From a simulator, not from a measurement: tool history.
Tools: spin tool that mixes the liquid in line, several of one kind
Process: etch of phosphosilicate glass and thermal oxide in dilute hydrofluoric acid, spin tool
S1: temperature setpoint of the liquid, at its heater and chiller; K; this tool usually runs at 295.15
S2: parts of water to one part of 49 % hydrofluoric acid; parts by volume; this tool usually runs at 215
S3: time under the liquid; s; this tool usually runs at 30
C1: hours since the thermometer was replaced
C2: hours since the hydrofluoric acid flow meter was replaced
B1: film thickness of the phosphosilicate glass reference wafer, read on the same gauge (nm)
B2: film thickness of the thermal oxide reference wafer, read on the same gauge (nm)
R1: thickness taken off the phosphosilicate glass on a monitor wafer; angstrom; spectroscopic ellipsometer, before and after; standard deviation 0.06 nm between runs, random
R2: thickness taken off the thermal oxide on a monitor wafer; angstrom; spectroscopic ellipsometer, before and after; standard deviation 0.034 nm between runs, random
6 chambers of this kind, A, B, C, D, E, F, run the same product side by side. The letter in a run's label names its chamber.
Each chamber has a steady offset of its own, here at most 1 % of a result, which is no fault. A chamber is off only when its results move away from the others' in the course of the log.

Run 1F, hour 8.5: usual settings; C1 419.5; C2 946.4; B1 70.005; B2 90. Result: R1 161.75 angstrom, R2 5.1229 angstrom.
Run 2A, hour 14.2: usual settings; C1 1392.3; C2 546; B1 69.981; B2 90.009. Result: R1 161.33 angstrom, R2 4.8552 angstrom.
Run 3B, hour 21.3: usual settings; C1 486.7; C2 843.9; B1 69.999; B2 90.015. Result: R1 159.83 angstrom, R2 5.4699 angstrom.
At hour 25.6: chamber C: thermometer replaced.
Run 4C, hour 26.1: usual settings; C1 0.5; C2 521.3; B1 70.013; B2 89.987. Result: R1 159.5 angstrom, R2 5.2318 angstrom.
At hour 28.3: chamber D: hydrofluoric acid flow meter replaced.
Run 5E, hour 29.9: usual settings; C1 625.9; C2 414.2; B1 69.988; B2 90.014. Result: R1 159.72 angstrom, R2 4.6364 angstrom.
Run 6D, hour 35.4: usual settings; C1 1862.8; C2 7.2; B1 69.998; B2 89.994. Result: R1 160.21 angstrom, R2 4.7529 angstrom.
Run 7F, hour 41: usual settings but S1 300.15 K, S3 20 s; C1 452; C2 978.9; B1 70.016; B2 90.007. Result: R1 127.17 angstrom, R2 4.0311 angstrom.
Run 8B, hour 47.6: usual settings but S1 300.15 K, S3 20 s; C1 513; C2 870.2; B1 70.025; B2 89.988. Result: R1 128.04 angstrom, R2 4.3458 angstrom.
Run 9A, hour 52.5: usual settings but S1 300.15 K, S3 20 s; C1 1430.6; C2 584.3; B1 69.978; B2 89.985. Result: R1 128.07 angstrom, R2 3.9547 angstrom.
Run 10E, hour 59: usual settings but S1 300.15 K, S3 20 s; C1 655; C2 443.3; B1 69.994; B2 89.993. Result: R1 127.89 angstrom, R2 4.0317 angstrom.
At hour 61.3: chamber D: thermometer replaced.
Run 11D, hour 65.8: usual settings but S1 300.15 K, S3 20 s; C1 4.5; C2 37.6; B1 69.998; B2 90.001. Result: R1 128.48 angstrom, R2 4.1312 angstrom.
Run 12C, hour 70.5: usual settings but S1 300.15 K, S3 20 s; C1 44.9; C2 565.7; B1 70.019; B2 90.016. Result: R1 128.02 angstrom, R2 4.2322 angstrom.
Run 13C, hour 78: usual settings; C1 52.4; C2 573.2; B1 70.015; B2 90.013. Result: R1 159.91 angstrom, R2 5.9984 angstrom.
Run 14D, hour 83.3: usual settings; C1 22; C2 55.1; B1 70.007; B2 89.99. Result: R1 160.73 angstrom, R2 4.7755 angstrom.
Run 15F, hour 91.5: usual settings but S1 290.65 K, S3 15 s; C1 502.5; C2 1029.4; B1 70.033; B2 89.992. Result: R1 68.489 angstrom, R2 2.1213 angstrom.
Run 16A, hour 96.5: usual settings but S1 290.65 K, S3 15 s; C1 1474.6; C2 628.3; B1 70.025; B2 90.024. Result: R1 67.714 angstrom, R2 2.1822 angstrom.
Run 17E, hour 100.6: usual settings but S1 290.65 K, S3 15 s; C1 696.6; C2 484.9; B1 69.993; B2 90.019. Result: R1 67.207 angstrom, R2 2.3098 angstrom.
Run 18B, hour 105.4: usual settings but S1 290.65 K, S3 15 s; C1 570.8; C2 928; B1 69.976; B2 89.998. Result: R1 66.86 angstrom, R2 2.2243 angstrom.
Run 19F, hour 113.7: usual settings but S1 290.65 K, S3 15 s; C1 524.7; C2 1051.6; B1 70.008; B2 89.999. Result: R1 67.756 angstrom, R2 2.3133 angstrom.
Run 20A, hour 117.9: usual settings but S1 290.65 K, S3 15 s; C1 1496; C2 649.7; B1 70.014; B2 90.01. Result: R1 67.069 angstrom, R2 2.4037 angstrom.
Run 21C, hour 125.8: usual settings; C1 100.2; C2 621; B1 70.009; B2 89.988. Result: R1 159.47 angstrom, R2 5.4303 angstrom.
Run 22D, hour 131.5: usual settings; C1 70.2; C2 103.3; B1 70.033; B2 89.974. Result: R1 161.5 angstrom, R2 5.8352 angstrom.
Run 23B, hour 138.8: usual settings; C1 604.2; C2 961.4; B1 70.015; B2 89.997. Result: R1 159.7 angstrom, R2 4.8993 angstrom.
Run 24E, hour 143.1: usual settings; C1 739.1; C2 527.4; B1 70.025; B2 89.988. Result: R1 159.51 angstrom, R2 5.521 angstrom.
Run 25A, hour 150.4: usual settings; C1 1528.5; C2 682.2; B1 70.007; B2 89.998. Result: R1 161.79 angstrom, R2 4.9593 angstrom.
Run 26B, hour 156.7: usual settings; C1 622.1; C2 979.3; B1 69.953; B2 89.99. Result: R1 160.77 angstrom, R2 5.5178 angstrom.
Run 27F, hour 164: usual settings but S1 292.15 K; C1 575; C2 1101.9; B1 70.009; B2 89.987. Result: R1 144.37 angstrom, R2 4.2056 angstrom.
At hour 165.7: chamber C: hydrofluoric acid flow meter replaced.
Run 28E, hour 170: usual settings but S1 292.15 K; C1 766; C2 554.3; B1 69.971; B2 90.003. Result: R1 142.5 angstrom, R2 4.7483 angstrom.
At hour 175.7: chamber A: hydrofluoric acid flow meter replaced.
Run 29C, hour 177.6: usual settings but S1 292.15 K; C1 152; C2 11.9; B1 70.002; B2 90.002. Result: R1 143.2 angstrom, R2 5.0122 angstrom.
Run 30D, hour 185.4: usual settings but S1 292.15 K; C1 124.1; C2 157.2; B1 70.021; B2 90.01. Result: R1 143.31 angstrom, R2 4.2199 angstrom.
Run 31B, hour 191.3: usual settings but S1 292.15 K; C1 656.7; C2 1013.9; B1 69.999; B2 89.99. Result: R1 142.19 angstrom, R2 5.3333 angstrom.
Run 32C, hour 196.6: usual settings but S1 292.15 K; C1 171; C2 30.9; B1 70.017; B2 90.015. Result: R1 141.8 angstrom, R2 4.6032 angstrom.
Run 33E, hour 204.1: usual settings; C1 800.1; C2 588.4; B1 70.023; B2 89.988. Result: R1 157.61 angstrom, R2 4.961 angstrom.
Run 34D, hour 209.9: usual settings; C1 148.6; C2 181.7; B1 69.987; B2 90.014. Result: R1 160.95 angstrom, R2 5.279 angstrom.
Run 35F, hour 217.1: usual settings; C1 628.1; C2 1155; B1 69.985; B2 89.977. Result: R1 160.79 angstrom, R2 5.3292 angstrom.
Run 36A, hour 222.2: usual settings; C1 1600.3; C2 46.5; B1 70.013; B2 89.989. Result: R1 160.95 angstrom, R2 5.2102 angstrom.
Run 37D, hour 228.8: usual settings; C1 167.5; C2 200.6; B1 69.959; B2 89.982. Result: R1 160.15 angstrom, R2 4.6877 angstrom.
Run 38A, hour 236.5: usual settings; C1 1614.6; C2 60.8; B1 70.012; B2 90.032. Result: R1 161.22 angstrom, R2 5.6089 angstrom.
Run 39E, hour 241.4: usual settings but S1 298.65 K; C1 837.4; C2 625.7; B1 69.99; B2 90.012. Result: R1 180.44 angstrom, R2 6.2726 angstrom.
Run 40C, hour 247.5: usual settings but S1 298.65 K; C1 221.9; C2 81.8; B1 69.975; B2 89.986. Result: R1 181.23 angstrom, R2 6.2867 angstrom.
Run 41B, hour 251.5: usual settings but S1 298.65 K; C1 716.9; C2 1074.1; B1 70.014; B2 89.988. Result: R1 181.54 angstrom, R2 6.0764 angstrom.

The same settings go to every chamber for the next run, one line per chamber below. Forecast the results for each:
Run 42A, hour 257.5: usual settings but S2 285 parts by volume. Result: R1 ?, R2 ?.
Run 42B, hour 257.5: usual settings but S2 285 parts by volume. Result: R1 ?, R2 ?.
Run 42C, hour 257.5: usual settings but S2 285 parts by volume. Result: R1 ?, R2 ?.
Run 42D, hour 257.5: usual settings but S2 285 parts by volume. Result: R1 ?, R2 ?.
Run 42E, hour 257.5: usual settings but S2 285 parts by volume. Result: R1 ?, R2 ?.
Run 42F, hour 257.5: usual settings but S2 285 parts by volume. Result: R1 ?, R2 ?.

run      R1      R2
42A  113.39  3.6993
42B   112.8  4.0399
42C   111.9  3.6473
42D  112.37  3.4739
42E   111.4  4.1972
42F  112.38    3.69
